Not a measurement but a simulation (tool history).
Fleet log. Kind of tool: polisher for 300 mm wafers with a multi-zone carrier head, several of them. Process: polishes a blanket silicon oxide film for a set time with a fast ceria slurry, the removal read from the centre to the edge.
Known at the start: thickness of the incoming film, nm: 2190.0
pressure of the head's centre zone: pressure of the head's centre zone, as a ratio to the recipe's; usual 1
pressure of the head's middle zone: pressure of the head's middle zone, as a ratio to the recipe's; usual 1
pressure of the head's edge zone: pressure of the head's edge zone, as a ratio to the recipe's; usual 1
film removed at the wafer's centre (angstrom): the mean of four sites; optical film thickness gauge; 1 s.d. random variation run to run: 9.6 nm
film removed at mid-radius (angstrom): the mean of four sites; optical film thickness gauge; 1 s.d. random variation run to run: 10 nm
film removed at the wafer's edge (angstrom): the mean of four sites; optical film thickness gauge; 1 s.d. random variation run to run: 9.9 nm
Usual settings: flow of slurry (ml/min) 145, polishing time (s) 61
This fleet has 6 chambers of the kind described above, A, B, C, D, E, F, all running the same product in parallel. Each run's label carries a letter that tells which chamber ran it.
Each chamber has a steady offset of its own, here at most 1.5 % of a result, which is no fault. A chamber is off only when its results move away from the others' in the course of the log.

| run | hour | flow of slurry (ml/min) | pressure of the head's centre zone | pressure of the head's middle zone | pressure of the head's edge zone | polishing time (s) | wafers polished on this pad | hours since the slurry nozzle was cleaned | hours since the centre zone pressure was calibrated | hours since the edge zone pressure was calibrated | film removed at the wafer's centre (angstrom) | film removed at mid-radius (angstrom) | film removed at the wafer's edge (angstrom) |
|---|---|---|---|---|---|---|---|---|---|---|---|---|---|
| 1F | 6.6 | 145 | 1 | 1 | 1 | 61 | 80 | 141.7 | 411.6 | 835.4 | 7335 | 7284.1 | 7236.1 |
| 2C | 13.2 | 145 | 1 | 1 | 1 | 61 | 499 | 392.7 | 827.2 | 880.9 | 7299.1 | 7449.7 | 7346.2 |
|  | 14.7 | chamber B: worn pad replaced by a new one |
| 3A | 17.1 | 145 | 1 | 1 | 1 | 61 | 229 | 611.5 | 132.7 | 98.5 | 7385.5 | 7311.1 | 7372 |
| 4B | 23 | 145 | 1 | 1 | 1 | 61 | 74 | 25.7 | 420.7 | 591.1 | 7433.2 | 7143.6 | 7448.2 |
| 5D | 28 | 145 | 1 | 1 | 1 | 61 | 516 | 803.9 | 47.5 | 328.6 | 7367.2 | 7026.5 | 7346.2 |
|  | 28.1 | chamber C: worn pad replaced by a new one |
| 6E | 36.3 | 145 | 1 | 1 | 1 | 61 | 359 | 387.4 | 281.5 | 1173.2 | 7454.7 | 7132.5 | 7481.8 |
|  | 38.6 | chamber F: edge zone pressure recalibrated |
| 7E | 43.4 | 145 | 1 | 1 | 1 | 61 | 423 | 394.5 | 288.6 | 1180.3 | 7265.9 | 7175.2 | 7589.3 |
|  | 46.6 | chamber D: slurry nozzle cleaned |
|  | 48.6 | chamber C: centre zone pressure recalibrated |
| 8F | 49.9 | 145 | 1 | 1 | 1 | 61 | 467 | 185 | 454.9 | 11.4 | 7513.2 | 7466.2 | 7296.9 |
| 9B | 56.5 | 145 | 1 | 1 | 1 | 61 | 373 | 59.2 | 454.2 | 624.6 | 7410.8 | 7251.5 | 7501.8 |
|  | 59.2 | chamber E: worn pad replaced by a new one |
| 10A | 61.6 | 145 | 1 | 1 | 1 | 61 | 627 | 656 | 177.2 | 143 | 7329.8 | 7448.2 | 7218.9 |
|  | 64.1 | chamber D: worn pad replaced by a new one |
| 11C | 69.5 | 145 | 1.09 | 1 | 1.1 | 61 | 369 | 449 | 20.9 | 937.2 | 8163.8 | 7299.4 | 7749.4 |
|  | 72.4 | chamber F: worn pad replaced by a new one |
| 12D | 76.2 | 145 | 1.09 | 1 | 1.1 | 61 | 108 | 29.6 | 95.7 | 376.8 | 8092.9 | 7058.5 | 7604 |
|  | 81.4 | chamber A: worn pad replaced by a new one |
| 13E | 83.2 | 145 | 1.09 | 1 | 1.1 | 61 | 215 | 434.3 | 328.4 | 1220.1 | 7984.4 | 7290.2 | 7721.3 |
| 14D | 90.8 | 145 | 1.09 | 1 | 1.1 | 61 | 238 | 44.2 | 110.3 | 391.4 | 7994.4 | 6992.5 | 7678.6 |
| 15A | 96.2 | 145 | 1.09 | 1 | 1.1 | 61 | 132 | 690.6 | 211.8 | 177.6 | 7862.3 | 7379.9 | 7781.2 |
|  | 97.1 | chamber C: worn pad replaced by a new one |
| 16C | 100.8 | 145 | 1.09 | 1 | 1.1 | 61 | 33 | 480.3 | 52.2 | 968.5 | 7980.5 | 7268.4 | 7685.6 |
| 17F | 109 | 145 | 1 | 1 | 1 | 61 | 326 | 244.1 | 514 | 70.5 | 7380 | 7276.4 | 7116.9 |
|  | 114 | chamber F: slurry nozzle cleaned |
| 18B | 115.7 | 145 | 1 | 1 | 1 | 61 | 901 | 118.4 | 513.4 | 683.8 | 7196 | 7451.7 | 7359.5 |
|  | 118.8 | chamber E: worn pad replaced by a new one |
| 19C | 121.1 | 145 | 1 | 1 | 1 | 61 | 214 | 500.6 | 72.5 | 988.8 | 7133.2 | 7290.6 | 7428.9 |
|  | 121.4 | chamber B: centre zone pressure recalibrated |
| 20E | 125.9 | 145 | 1 | 1 | 1 | 61 | 64 | 477 | 371.1 | 1262.8 | 7409.3 | 7321.3 | 7345 |
| 21B | 131.8 | 145 | 1 | 1 | 1 | 61 | 1045 | 134.5 | 10.4 | 699.9 | 7439.2 | 7387.4 | 7315 |
|  | 135.5 | chamber E: slurry nozzle cleaned |
| 22D | 136.3 | 145 | 1 | 1 | 1 | 61 | 644 | 89.7 | 155.8 | 436.9 | 7124.5 | 7199 | 7482.2 |
| 23F | 141.7 | 145 | 1 | 1 | 1 | 61 | 618 | 27.7 | 546.7 | 103.2 | 7456.3 | 7375.5 | 7362.6 |
| 24A | 148.7 | 145 | 1 | 1 | 1 | 61 | 600 | 743.1 | 264.3 | 230.1 | 7338.2 | 7461.6 | 7256.1 |
| 25A | 153.1 | 145 | 1 | 1 | 1 | 61 | 640 | 747.5 | 268.7 | 234.5 | 7309.6 | 7520.2 | 7296.6 |
|  | 160 | chamber A: worn pad replaced by a new one |
| 26C | 160 | 105 | 1 | 1 | 1 | 49 | 561 | 539.5 | 111.4 | 1027.7 | 5374.2 | 5224.2 | 5465.4 |
|  | 161.7 | chamber D: worn pad replaced by a new one |
|  | 162.9 | chamber B: worn pad replaced by a new one |
| 27D | 166 | 105 | 1 | 1 | 1 | 49 | 38 | 119.4 | 185.5 | 466.6 | 5315.7 | 5409.7 | 5612 |
|  | 167 | chamber F: worn pad replaced by a new one |
| 28B | 171.7 | 105 | 1 | 1 | 1 | 49 | 79 | 174.4 | 50.3 | 739.8 | 5393.1 | 5484.2 | 5573.7 |
| 29F | 175.7 | 105 | 1 | 1 | 1 | 49 | 77 | 61.7 | 580.7 | 137.2 | 5564.2 | 5512.9 | 5680.2 |
|  | 177.5 | chamber E: worn pad replaced by a new one |
|  | 180.6 | chamber F: centre zone pressure recalibrated |
|  | 183.6 | chamber C: worn pad replaced by a new one |
| 30E | 184.3 | 105 | 1 | 1 | 1 | 49 | 61 | 48.8 | 429.5 | 1321.2 | 5363.6 | 5303.6 | 5776 |
| 31E | 192.3 | 105 | 1 | 1 | 1 | 49 | 132 | 56.8 | 437.5 | 1329.2 | 5249 | 5563.3 | 5616.2 |
| 32A | 196.5 | 145 | 1 | 1 | 1 | 61 | 326 | 790.9 | 312.1 | 277.9 | 7348.2 | 7379.8 | 7311.1 |
| 33B | 205.1 | 145 | 1 | 1 | 1 | 61 | 377 | 207.8 | 83.7 | 773.2 | 7495.1 | 7532.8 | 7236.6 |
| 34C | 209.9 | 145 | 1 | 1 | 1 | 61 | 235 | 589.4 | 161.3 | 1077.6 | 7093.2 | 6993.1 | 7157.2 |
| 35D | 215.9 | 145 | 1 | 1 | 1 | 61 | 484 | 169.3 | 235.4 | 516.5 | 7249.6 | 7228 | 7454.4 |
| 36F | 221.5 | 145 | 1 | 1 | 1 | 61 | 486 | 107.5 | 40.9 | 183 | 7361.1 | 7376.1 | 7305.6 |
| 37E | 229.9 | 145 | 1 | 1 | 1 | 61 | 468 | 94.4 | 475.1 | 1366.8 | 7303.9 | 7235.2 | 7489.9 |
| 38D | 238.4 | 145 | 1 | 1 | 1 | 61 | 685 | 191.8 | 257.9 | 539 | 7351.4 | 7270 | 7224.9 |
|  | 239.1 | chamber B: edge zone pressure recalibrated |
|  | 239.3 | chamber A: worn pad replaced by a new one |
|  | 242.6 | chamber F: worn pad replaced by a new one |
| 39F | 245.1 | 145 | 1 | 1 | 1.09 | 61 | 22 | 131.1 | 64.5 | 206.6 | 7492.4 | 7379.4 | 7785.1 |
| 40A | 251.2 | 145 | 1 | 1 | 1.09 | 61 | 106 | 845.6 | 366.8 | 332.6 | 7305.4 | 7322.5 | 7648.4 |
| 41B | 256.5 | 145 | 1 | 1 | 1.09 | 61 | 836 | 259.2 | 135.1 | 17.4 | 7318.8 | 7028.4 | 7690.5 |

What goes on in this fleet: one chamber off, a drifting gauge, or nothing beyond the chambers' own small offsets? Name the chamber and the cause, if any.

It is chamber C that slowly wanders off from its peers.
Most likely cause: slurry flow missing at the pad, % = 25.

Below are 4 candidate recipes for chamber C's next run, each the usual settings with a change, their results shown as question marks. Which of them brings C's results back in line with what the other chambers give on the usual settings?
In line means no further than this from the other chambers' mean on the usual settings: film removed at the wafer's centre (angstrom) 340; film removed at mid-radius (angstrom) 350; film removed at the wafer's edge (angstrom) 350
| 42C-1 | 262.9 | 140 | 0.99 | 0.99 | 1.01 | 58 |  |  |  |  | ? | ? | ? |
| 42C-2 | 262.9 | 135 | 0.97 | 0.97 | 1.03 | 55 |  |  |  |  | ? | ? | ? |
| 42C-3 | 262.9 | 150 | 1.01 | 1.01 | 0.99 | 64 |  |  |  |  | ? | ? | ? |
| 42C-4 | 262.9 | 155 | 1.03 | 1.03 | 0.97 | 67 |  |  |  |  | ? | ? | ? |

Average result of the remaining chambers running the usual settings: film removed at the wafer's centre (angstrom) 7318.6; film removed at mid-radius (angstrom) 7317.7; film removed at the wafer's edge (angstrom) 7348.6
| run | film removed at the wafer's centre (angstrom) | film removed at mid-radius (angstrom) | film removed at the wafer's edge (angstrom) |
|---|---|---|---|
| 42C-1 | 6322.4 | 6389.5 | 6678.2 |
| 42C-2 | 5797.4 | 5888.9 | 6359.4 |
| 42C-3 | 7276.6 | 7309.1 | 7377.6 |
| 42C-4 | 7853.9 | 7853.5 | 7680.7 |
It is 42C-3 that realigns the chamber with its peers.

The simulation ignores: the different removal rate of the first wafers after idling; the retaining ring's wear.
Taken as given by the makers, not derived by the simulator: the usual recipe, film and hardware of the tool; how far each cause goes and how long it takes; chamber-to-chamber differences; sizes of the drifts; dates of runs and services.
